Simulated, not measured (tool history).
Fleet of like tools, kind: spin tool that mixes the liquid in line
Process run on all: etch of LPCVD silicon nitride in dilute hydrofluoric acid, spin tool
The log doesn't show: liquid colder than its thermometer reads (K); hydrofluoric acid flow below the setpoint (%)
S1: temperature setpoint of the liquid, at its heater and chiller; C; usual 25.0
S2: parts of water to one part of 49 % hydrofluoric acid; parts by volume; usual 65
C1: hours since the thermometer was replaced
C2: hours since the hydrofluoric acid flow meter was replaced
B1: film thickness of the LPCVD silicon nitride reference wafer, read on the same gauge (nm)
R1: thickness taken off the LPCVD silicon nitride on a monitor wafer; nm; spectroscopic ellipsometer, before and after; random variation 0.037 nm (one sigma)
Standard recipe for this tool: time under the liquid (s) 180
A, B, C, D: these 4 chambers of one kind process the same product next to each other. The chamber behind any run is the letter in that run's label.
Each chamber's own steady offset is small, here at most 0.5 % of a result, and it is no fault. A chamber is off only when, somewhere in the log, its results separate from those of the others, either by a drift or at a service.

run 1A day=0.138 | S1=25.0 S2=65 time_under_the_liquid_(s)=180 | C1=1412.8 C2=735.2 | B1=40.002 | R1=1.24340
run 2C day=0.388 | S1=25.0 S2=65 time_under_the_liquid_(s)=180 | C1=509.4 C2=456.1 | B1=39.987 | R1=1.20610
run 3B day=0.554 | S1=25.0 S2=65 time_under_the_liquid_(s)=180 | C1=334.8 C2=1783.0 | B1=39.982 | R1=1.25830
run 4D day=0.767 | S1=25.0 S2=65 time_under_the_liquid_(s)=180 | C1=1832.9 C2=481.2 | B1=39.988 | R1=1.25580
run 5B day=1.000 | S1=25.0 S2=65 time_under_the_liquid_(s)=180 | C1=345.5 C2=1793.7 | B1=39.999 | R1=1.26780
run 6C day=1.129 | S1=25.0 S2=65 time_under_the_liquid_(s)=180 | C1=527.2 C2=473.9 | B1=40.009 | R1=1.18280
run 7A day=1.346 | S1=25.0 S2=65 time_under_the_liquid_(s)=180 | C1=1441.8 C2=764.2 | B1=39.982 | R1=1.28410
run 8D day=1.462 | S1=25.0 S2=65 time_under_the_liquid_(s)=180 | C1=1849.6 C2=497.9 | B1=40.008 | R1=1.26570
run 9C day=1.600 | S1=25.0 S2=65 time_under_the_liquid_(s)=180 | C1=538.5 C2=485.2 | B1=40.012 | R1=1.27960
-- day=1.608 chamber D: hydrofluoric acid flow meter replaced
run 10D day=1.821 | S1=29.0 S2=65 time_under_the_liquid_(s)=180 | C1=1858.2 C2=5.2 | B1=39.983 | R1=1.64540
run 11B day=1.938 | S1=29.0 S2=65 time_under_the_liquid_(s)=180 | C1=368.0 C2=1816.2 | B1=40.011 | R1=1.73720
run 12A day=2.121 | S1=29.0 S2=65 time_under_the_liquid_(s)=180 | C1=1460.4 C2=782.8 | B1=40.000 | R1=1.74300
run 13A day=2.283 | S1=29.0 S2=65 time_under_the_liquid_(s)=180 | C1=1464.3 C2=786.7 | B1=39.978 | R1=1.64000
run 14B day=2.517 | S1=29.0 S2=45 time_under_the_liquid_(s)=180 | C1=381.9 C2=1830.1 | B1=39.985 | R1=2.37430
run 15C day=2.654 | S1=29.0 S2=45 time_under_the_liquid_(s)=180 | C1=563.8 C2=510.5 | B1=39.975 | R1=2.41420
run 16D day=2.900 | S1=29.0 S2=45 time_under_the_liquid_(s)=180 | C1=1884.1 C2=31.1 | B1=40.003 | R1=2.42060
run 17B day=3.104 | S1=29.0 S2=45 time_under_the_liquid_(s)=180 | C1=396.0 C2=1844.2 | B1=40.010 | R1=2.25410
run 18D day=3.338 | S1=25.0 S2=65 time_under_the_liquid_(s)=180 | C1=1894.6 C2=41.6 | B1=40.003 | R1=1.23920
run 19C day=3.462 | S1=25.0 S2=65 time_under_the_liquid_(s)=100 | C1=583.2 C2=529.9 | B1=39.997 | R1=0.71609
run 20A day=3.604 | S1=25.0 S2=65 time_under_the_liquid_(s)=100 | C1=1496.0 C2=818.4 | B1=40.007 | R1=0.71608
run 21B day=3.767 | S1=25.0 S2=65 time_under_the_liquid_(s)=100 | C1=411.9 C2=1860.1 | B1=40.002 | R1=0.71072
run 22C day=4.029 | S1=25.0 S2=65 time_under_the_liquid_(s)=100 | C1=596.8 C2=543.5 | B1=39.993 | R1=0.70585
run 23D day=4.221 | S1=25.0 S2=65 time_under_the_liquid_(s)=180 | C1=1915.8 C2=62.8 | B1=39.977 | R1=1.22460
run 24A day=4.354 | S1=25.0 S2=65 time_under_the_liquid_(s)=180 | C1=1514.0 C2=836.4 | B1=40.033 | R1=1.24170
run 25A day=4.592 | S1=25.0 S2=65 time_under_the_liquid_(s)=180 | C1=1519.7 C2=842.1 | B1=39.997 | R1=1.21830
run 26D day=4.833 | S1=25.0 S2=65 time_under_the_liquid_(s)=180 | C1=1930.5 C2=77.5 | B1=39.992 | R1=1.28110
run 27B day=4.983 | S1=25.0 S2=65 time_under_the_liquid_(s)=180 | C1=441.1 C2=1889.3 | B1=40.005 | R1=1.18360
run 28C day=5.100 | S1=28.5 S2=55 time_under_the_liquid_(s)=180 | C1=622.5 C2=569.2 | B1=39.997 | R1=1.95990
run 29C day=5.346 | S1=28.5 S2=55 time_under_the_liquid_(s)=180 | C1=628.4 C2=575.1 | B1=40.006 | R1=1.88680

Next, all 4 chambers run the settings below, one line each with question marks for the results. What does each chamber give?
run 30A day=5.533 | S1=25.0 S2=65 time_under_the_liquid_(s)=260 | R1=?
run 30B day=5.533 | S1=25.0 S2=65 time_under_the_liquid_(s)=260 | R1=?
run 30C day=5.533 | S1=25.0 S2=65 time_under_the_liquid_(s)=260 | R1=?
run 30D day=5.533 | S1=25.0 S2=65 time_under_the_liquid_(s)=260 | R1=?

run=30A R1=1.78570
run=30B R1=1.86160
run=30C R1=1.78320
run=30D R1=1.73820
